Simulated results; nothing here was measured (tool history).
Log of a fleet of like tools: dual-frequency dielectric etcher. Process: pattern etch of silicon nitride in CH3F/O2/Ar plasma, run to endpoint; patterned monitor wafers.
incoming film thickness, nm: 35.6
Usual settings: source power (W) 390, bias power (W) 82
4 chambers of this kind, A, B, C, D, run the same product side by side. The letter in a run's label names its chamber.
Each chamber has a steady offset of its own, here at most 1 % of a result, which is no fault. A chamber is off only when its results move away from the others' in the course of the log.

run   hour  source power (W)  bias power (W)  endpoint time (s)
 1B   10.8               390              82             49.198
 2A   24.5               390              82             49.303
 3C     37               390              82             49.936
 4D   49.4               390              82             49.732
 5C   59.9               390              82             49.871
 6A   73.2               340              74             54.173
 7B   84.8               340              74              53.64
 8D   92.3               340              74             54.001
       101  -- chamber B: wet clean of the chamber
 9C  102.6               340              74              54.83
10A  115.5               390              82             49.764
11D  125.3               390              82             49.274
12B  134.1               390              82             49.206
13C  144.7               480              95             43.921
14D  155.9               480              95             43.466
15B  167.1               480              95             43.488
16A  179.3               480              95             43.248
17B  190.1               470              90             44.582
       196  -- chamber A: wet clean of the chamber
18A  203.8               470              90             42.227
19D  214.1               470              90             44.916
20C  228.3               470              90             44.934
21B  236.1               300              75             55.916
     236.4  -- chamber D: wet clean of the chamber
22A  247.9               300              75             53.255
23D  260.9               300              75              56.27
24C  269.1               300              75             56.535
25C  276.6               390              82             50.122
26D  290.2               390              82             49.421
27A  297.6               390              82             46.815
28B  306.5               390              82             49.048
29B  322.2               310              71             56.447
30D    330               310              71             56.471
31A  343.9               310              71              54.26
32C  355.8               310              71             57.097
33C    370               390              82             49.521
34A  380.8               390              82             46.679
35D  391.6               390              75               50.9
       395  -- chamber D: source power generator calibrated
36B  400.4               390              75             50.315
37D  412.9               390              75             50.945
38C  428.7               390              75             51.134

Is one chamber off against the others, does the gauge drift, or is nothing wrong? If a chamber is off, say which, and what the likeliest cause is.

A service left chamber A off against the others.
Cause: etch rate over this chamber's usual, % = 5.3.

Here are 4 candidates for chamber A's next run, each the usual settings with a change, their results left as question marks. Which one brings its results back in line with what the others give on the usual settings?
In line means no further than this from the other chambers' mean on the usual settings: endpoint time (s) 0.67
39A-1   440               440              82                  ?
39A-2   440               310              82                  ?
39A-3   440               390             105                  ?
39A-4   440               340              82                  ?

The other chambers' mean on the usual settings: endpoint time (s) 49.49
  run  endpoint time (s)
39A-1             44.897
39A-2             51.302
39A-3             42.967
39A-4             49.531
39A-4 brings the chamber back in line.
